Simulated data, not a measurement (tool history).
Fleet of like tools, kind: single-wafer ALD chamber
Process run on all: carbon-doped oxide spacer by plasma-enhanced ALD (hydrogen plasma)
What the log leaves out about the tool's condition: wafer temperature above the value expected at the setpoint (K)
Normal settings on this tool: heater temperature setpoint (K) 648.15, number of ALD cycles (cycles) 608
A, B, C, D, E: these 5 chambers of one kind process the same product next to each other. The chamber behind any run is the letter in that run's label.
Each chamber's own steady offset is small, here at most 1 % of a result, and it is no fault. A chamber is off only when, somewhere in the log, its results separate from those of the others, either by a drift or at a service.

run   hour  heater temperature setpoint (K)  number of ALD cycles (cycles)  hours since the last thermocouple change  read-back reference wafer on the same gauge, thickness_nm  mean film thickness on the monitor wafer (angstrom)
 1C      5                           648.15                            608                                     394.3                                                     25.532                                               300.68
 2B    9.6                           648.15                            608                                    1660.2                                                     25.476                                               302.03
 3A   15.7                           648.15                            608                                    1479.4                                                     25.502                                                302.9
 4E   19.9                           648.15                            608                                       550                                                     25.475                                               304.81
 5D   25.8                           648.15                            608                                     211.2                                                     25.496                                               302.02
 6A   31.1                           637.15                            677                                    1494.8                                                      25.52                                               337.85
 7D   37.3                           637.15                            677                                     222.7                                                      25.52                                               339.51
 8B   43.1                           637.15                            677                                    1693.7                                                     25.485                                               335.29
 9C   48.1                           637.15                            677                                     437.4                                                     25.496                                               336.34
10E   51.8                           637.15                            677                                     581.9                                                     25.539                                               340.56
11A     57                           648.15                            608                                    1520.7                                                     25.518                                               303.67
12C   62.4                           648.15                            608                                     451.7                                                     25.511                                                304.6
13E   68.5                           648.15                            608                                     598.6                                                     25.497                                               307.89
14D   73.8                           648.15                            608                                     259.2                                                     25.498                                               305.59
15B   79.6                           648.15                            608                                    1730.2                                                     25.484                                                301.7
16A   86.4                           648.15                            608                                    1550.1                                                     25.489                                               301.44
17E   92.5                           660.15                            505                                     622.6                                                      25.47                                               255.19
18D   99.4                           660.15                            505                                     284.8                                                     25.479                                               251.88
19C  103.9                           660.15                            505                                     493.2                                                     25.498                                               251.93
20B  108.7                           660.15                            505                                    1759.3                                                     25.492                                               251.21
21C  114.9                           660.15                            505                                     504.2                                                       25.5                                               249.69
22A  118.1                           648.15                            608                                    1581.8                                                     25.482                                               303.28
23E    123                           648.15                            608                                     653.1                                                     25.523                                               302.68
24B  126.2                           648.15                            608                                    1776.8                                                     25.487                                               305.59
25D  131.6                           639.15                            495                                       317                                                     25.515                                                246.3
26E  135.8                           639.15                            495                                     665.9                                                     25.487                                               248.75
27D  140.9                           639.15                            495                                     326.3                                                     25.509                                               246.75
28C  146.6                           639.15                            495                                     535.9                                                     25.482                                               247.45
29A  153.5                           639.15                            495                                    1617.2                                                     25.514                                               245.44
30B  160.2                           648.15                            608                                    1810.8                                                     25.495                                               303.09
31C  164.2                           648.15                            608                                     553.5                                                     25.501                                               297.95
32E  169.6                           654.15                            656                                     699.7                                                      25.49                                               329.51
33B    173                           654.15                            656                                    1823.6                                                     25.513                                               326.37
34A  179.9                           654.15                            656                                    1643.6                                                     25.506                                               328.06

Next, all 5 chambers run the settings below, one line each with question marks for the results. What does each chamber give?
35A  184.9                           648.15                            726                                                                                                                                                         ?
35B  184.9                           648.15                            726                                                                                                                                                         ?
35C  184.9                           648.15                            726                                                                                                                                                         ?
35D  184.9                           648.15                            726                                                                                                                                                         ?
35E  184.9                           648.15                            726                                                                                                                                                         ?

run  mean film thickness on the monitor wafer (angstrom)
35A                                               358.63
35B                                               359.77
35C                                               362.05
35D                                               366.25
35E                                               364.75

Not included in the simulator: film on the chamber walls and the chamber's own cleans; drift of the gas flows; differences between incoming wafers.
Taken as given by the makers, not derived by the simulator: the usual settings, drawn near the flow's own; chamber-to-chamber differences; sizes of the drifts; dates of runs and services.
